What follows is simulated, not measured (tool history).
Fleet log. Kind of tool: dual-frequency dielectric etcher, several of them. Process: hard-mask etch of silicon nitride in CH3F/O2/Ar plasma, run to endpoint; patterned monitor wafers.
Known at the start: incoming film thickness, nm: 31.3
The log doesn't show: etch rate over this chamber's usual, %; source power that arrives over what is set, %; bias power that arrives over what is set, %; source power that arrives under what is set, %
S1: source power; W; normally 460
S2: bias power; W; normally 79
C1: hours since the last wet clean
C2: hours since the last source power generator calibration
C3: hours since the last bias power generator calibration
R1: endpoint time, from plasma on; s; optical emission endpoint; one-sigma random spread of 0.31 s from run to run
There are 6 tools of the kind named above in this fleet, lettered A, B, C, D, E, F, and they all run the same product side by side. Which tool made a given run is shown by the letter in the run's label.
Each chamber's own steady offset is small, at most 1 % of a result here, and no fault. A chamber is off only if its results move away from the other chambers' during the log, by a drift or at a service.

| run | hour | S1 | S2 | C1 | C2 | C3 | R1 |
|---|---|---|---|---|---|---|---|
| 1B | 9.2 | 460 | 79 | 389.3 | 1902.2 | 878.9 | 41.388 |
| 2D | 22.2 | 460 | 79 | 252.7 | 1732.8 | 811.4 | 41.394 |
|  | 32.6 | chamber C: wet clean of the chamber |
| 3E | 35.3 | 460 | 79 | 500.9 | 345.9 | 367.2 | 41.455 |
| 4C | 44.5 | 460 | 79 | 11.9 | 1761.6 | 3203.5 | 41.388 |
| 5A | 52.1 | 510 | 60 | 397.9 | 2873.9 | 658.5 | 43.957 |
| 6F | 62.1 | 510 | 60 | 269 | 1762 | 211.2 | 43.468 |
| 7D | 72.8 | 510 | 60 | 303.3 | 1783.4 | 862 | 43.42 |
| 8C | 84 | 510 | 60 | 51.4 | 1801.1 | 3243 | 44.314 |
| 9A | 92.3 | 510 | 60 | 438.1 | 2914.1 | 698.7 | 44.003 |
|  | 95.1 | chamber A: wet clean of the chamber |
| 10B | 100.7 | 510 | 60 | 480.8 | 1993.7 | 970.4 | 43.701 |
| 11E | 113.6 | 460 | 79 | 579.2 | 424.2 | 445.5 | 41.328 |
| 12F | 121 | 460 | 79 | 327.9 | 1820.9 | 270.1 | 41.185 |
| 13F | 127.5 | 460 | 79 | 334.4 | 1827.4 | 276.6 | 42.135 |
| 14E | 139.1 | 460 | 79 | 604.7 | 449.7 | 471 | 41.057 |
| 15D | 149.7 | 460 | 79 | 380.2 | 1860.3 | 938.9 | 41.229 |
|  | 159.7 | chamber D: wet clean of the chamber |
| 16A | 163 | 460 | 79 | 67.9 | 2984.8 | 769.4 | 41.258 |
|  | 166.1 | chamber F: wet clean of the chamber |
| 17B | 169.3 | 560 | 79 | 549.4 | 2062.3 | 1039 | 38.685 |
|  | 170.7 | chamber E: wet clean of the chamber |
| 18C | 178.6 | 560 | 79 | 146 | 1895.7 | 3337.6 | 38.832 |
| 19E | 185.5 | 560 | 79 | 14.9 | 496.1 | 517.4 | 38.676 |
| 20A | 197.6 | 560 | 79 | 102.5 | 3019.4 | 804 | 38.27 |
| 21F | 206.5 | 560 | 79 | 40.5 | 1906.4 | 355.6 | 38.604 |
| 22C | 217.4 | 560 | 79 | 184.8 | 1934.5 | 3376.4 | 38.693 |
|  | 223.3 | chamber B: wet clean of the chamber |
| 23B | 230 | 380 | 61 | 6.8 | 2123 | 1099.7 | 48.841 |
| 24D | 238.7 | 380 | 61 | 79.1 | 1949.3 | 1027.9 | 47.883 |
| 25E | 247.9 | 380 | 61 | 77.3 | 558.5 | 579.8 | 48.425 |
| 26C | 260.4 | 380 | 61 | 227.8 | 1977.5 | 3419.4 | 49.188 |
| 27F | 274 | 380 | 61 | 108 | 1973.9 | 423.1 | 48.667 |
| 28A | 284.4 | 380 | 61 | 189.3 | 3106.2 | 890.8 | 48.548 |
| 29B | 290.5 | 460 | 79 | 67.3 | 2183.5 | 1160.2 | 42.055 |
| 30D | 300.9 | 530 | 79 | 141.3 | 2011.5 | 1090.1 | 39.3 |
| 31B | 308.2 | 530 | 79 | 85 | 2201.2 | 1177.9 | 39.235 |
|  | 313 | chamber C: source power generator calibrated |
| 32F | 320.2 | 530 | 79 | 154.2 | 2020.1 | 469.3 | 39.25 |
| 33A | 332.3 | 530 | 79 | 237.2 | 3154.1 | 938.7 | 39.674 |
| 34E | 342 | 530 | 79 | 171.4 | 652.6 | 673.9 | 39.167 |
| 35C | 349.7 | 530 | 79 | 317.1 | 36.7 | 3508.7 | 39.535 |
| 36D | 356.5 | 460 | 79 | 196.9 | 2067.1 | 1145.7 | 41.029 |
| 37D | 368.5 | 460 | 79 | 208.9 | 2079.1 | 1157.7 | 41.441 |
| 38B | 376.4 | 460 | 79 | 153.2 | 2269.4 | 1246.1 | 41.405 |
| 39E | 382.6 | 460 | 79 | 212 | 693.2 | 714.5 | 41.659 |
| 40F | 390.9 | 460 | 69 | 224.9 | 2090.8 | 540 | 43.503 |
| 41C | 404.1 | 460 | 69 | 371.5 | 91.1 | 3563.1 | 43.599 |
| 42A | 415.2 | 460 | 69 | 320.1 | 3237 | 1021.6 | 43.715 |
| 43F | 428.2 | 460 | 69 | 262.2 | 2128.1 | 577.3 | 43.101 |

Next, all 6 chambers run the settings below, one line each with question marks for the results. What does each chamber give?
| 44A | 437.9 | 540 | 79 |  |  |  | ? |
| 44B | 437.9 | 540 | 79 |  |  |  | ? |
| 44C | 437.9 | 540 | 79 |  |  |  | ? |
| 44D | 437.9 | 540 | 79 |  |  |  | ? |
| 44E | 437.9 | 540 | 79 |  |  |  | ? |
| 44F | 437.9 | 540 | 79 |  |  |  | ? |

| run | R1 |
|---|---|
| 44A | 39.111 |
| 44B | 38.888 |
| 44C | 39.245 |
| 44D | 38.701 |
| 44E | 39.548 |
| 44F | 39.073 |
